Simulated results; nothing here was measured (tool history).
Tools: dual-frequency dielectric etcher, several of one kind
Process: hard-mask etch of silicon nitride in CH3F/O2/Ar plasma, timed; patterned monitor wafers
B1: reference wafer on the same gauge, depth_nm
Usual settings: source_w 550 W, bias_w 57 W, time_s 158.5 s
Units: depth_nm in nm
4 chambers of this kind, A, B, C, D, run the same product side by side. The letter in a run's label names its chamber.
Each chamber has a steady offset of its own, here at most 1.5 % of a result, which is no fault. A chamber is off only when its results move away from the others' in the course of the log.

{"run": "1D", "hour": 14.1, "source_w": 550, "bias_w": 57, "time_s": 158.5, "B1": 130.08, "depth_nm": 116.32}
{"hour": 14.2, "done": "chamber D: wet clean of the chamber"}
{"run": "2C", "hour": 21.2, "source_w": 550, "bias_w": 57, "time_s": 158.5, "B1": 130.07, "depth_nm": 114.79}
{"run": "3A", "hour": 27.4, "source_w": 550, "bias_w": 57, "time_s": 158.5, "B1": 130.11, "depth_nm": 115.79}
{"run": "4B", "hour": 40.3, "source_w": 550, "bias_w": 57, "time_s": 158.5, "B1": 129.97, "depth_nm": 116.43}
{"run": "5D", "hour": 52.5, "source_w": 550, "bias_w": 57, "time_s": 158.5, "B1": 130, "depth_nm": 117.22}
{"run": "6C", "hour": 60.6, "source_w": 550, "bias_w": 57, "time_s": 158.5, "B1": 130.04, "depth_nm": 114.86}
{"run": "7B", "hour": 68.4, "source_w": 550, "bias_w": 57, "time_s": 158.5, "B1": 129.96, "depth_nm": 115.67}
{"run": "8A", "hour": 81.0, "source_w": 550, "bias_w": 49, "time_s": 126.5, "B1": 129.98, "depth_nm": 88.562}
{"run": "9A", "hour": 91.0, "source_w": 550, "bias_w": 49, "time_s": 126.5, "B1": 130.02, "depth_nm": 88.743}
{"run": "10B", "hour": 103.5, "source_w": 550, "bias_w": 49, "time_s": 126.5, "B1": 129.95, "depth_nm": 88.419}
{"run": "11D", "hour": 114.9, "source_w": 550, "bias_w": 49, "time_s": 126.5, "B1": 129.94, "depth_nm": 88.905}
{"run": "12C", "hour": 124.5, "source_w": 550, "bias_w": 57, "time_s": 158.5, "B1": 130.08, "depth_nm": 114.65}
{"run": "13B", "hour": 133.0, "source_w": 550, "bias_w": 57, "time_s": 158.5, "B1": 130.01, "depth_nm": 115.61}
{"run": "14D", "hour": 140.3, "source_w": 550, "bias_w": 57, "time_s": 158.5, "B1": 130.03, "depth_nm": 116.87}
{"run": "15C", "hour": 152.8, "source_w": 550, "bias_w": 57, "time_s": 158.5, "B1": 129.95, "depth_nm": 114.94}
{"run": "16A", "hour": 162.1, "source_w": 550, "bias_w": 57, "time_s": 158.5, "B1": 129.9, "depth_nm": 117.01}
{"run": "17A", "hour": 172.5, "source_w": 550, "bias_w": 57, "time_s": 158.5, "B1": 129.98, "depth_nm": 116.47}
{"hour": 185.2, "done": "chamber C: bias power generator calibrated"}
{"run": "18C", "hour": 186.7, "source_w": 550, "bias_w": 57, "time_s": 158.5, "B1": 129.97, "depth_nm": 114.58}
{"run": "19B", "hour": 195.9, "source_w": 550, "bias_w": 57, "time_s": 158.5, "B1": 130.02, "depth_nm": 116.35}
{"run": "20D", "hour": 205.1, "source_w": 420, "bias_w": 57, "time_s": 186.5, "B1": 130.01, "depth_nm": 123.87}
{"run": "21D", "hour": 214.2, "source_w": 420, "bias_w": 57, "time_s": 186.5, "B1": 129.9, "depth_nm": 123.61}
{"hour": 217.4, "done": "chamber A: wet clean of the chamber"}
{"run": "22B", "hour": 220.5, "source_w": 420, "bias_w": 57, "time_s": 186.5, "B1": 130.07, "depth_nm": 123.33}
{"run": "23A", "hour": 232.7, "source_w": 420, "bias_w": 57, "time_s": 186.5, "B1": 129.97, "depth_nm": 123.63}
{"run": "24C", "hour": 243.9, "source_w": 550, "bias_w": 57, "time_s": 158.5, "B1": 129.93, "depth_nm": 114.79}
{"run": "25C", "hour": 253.5, "source_w": 550, "bias_w": 57, "time_s": 158.5, "B1": 130.01, "depth_nm": 114.61}
{"hour": 254.4, "done": "chamber D: source power generator calibrated"}
{"hour": 255.0, "done": "chamber C: wet clean of the chamber"}
{"hour": 260.2, "done": "chamber B: wet clean of the chamber"}
{"run": "26B", "hour": 261.2, "source_w": 550, "bias_w": 57, "time_s": 158.5, "B1": 130, "depth_nm": 116.88}
{"run": "27A", "hour": 274.9, "source_w": 670, "bias_w": 57, "time_s": 191, "B1": 130.04, "depth_nm": 151.94}
{"run": "28D", "hour": 286.5, "source_w": 670, "bias_w": 57, "time_s": 191, "B1": 130.04, "depth_nm": 151.47}
{"run": "29A", "hour": 294.5, "source_w": 670, "bias_w": 57, "time_s": 191, "B1": 129.97, "depth_nm": 151.52}
{"hour": 302.1, "done": "chamber C: source power generator calibrated"}
{"run": "30D", "hour": 304.1, "source_w": 670, "bias_w": 57, "time_s": 191, "B1": 130.09, "depth_nm": 151.37}
{"run": "31C", "hour": 313.3, "source_w": 550, "bias_w": 57, "time_s": 158.5, "B1": 129.83, "depth_nm": 114.44}
{"run": "32B", "hour": 322.7, "source_w": 550, "bias_w": 57, "time_s": 158.5, "B1": 129.99, "depth_nm": 115.88}
{"run": "33B", "hour": 329.7, "source_w": 550, "bias_w": 57, "time_s": 158.5, "B1": 130.11, "depth_nm": 116.79}
{"run": "34D", "hour": 338.0, "source_w": 450, "bias_w": 69, "time_s": 158.5, "B1": 129.94, "depth_nm": 114.51}
{"run": "35A", "hour": 349.9, "source_w": 450, "bias_w": 69, "time_s": 158.5, "B1": 129.98, "depth_nm": 115.2}
{"run": "36C", "hour": 358.5, "source_w": 450, "bias_w": 69, "time_s": 158.5, "B1": 129.92, "depth_nm": 112.82}

What goes on in this fleet: one chamber off, a drifting gauge, or nothing beyond the chambers' own small offsets? Name the chamber and the cause, if any.

No chamber stands off beyond its own small offset, and the gauge holds steady.
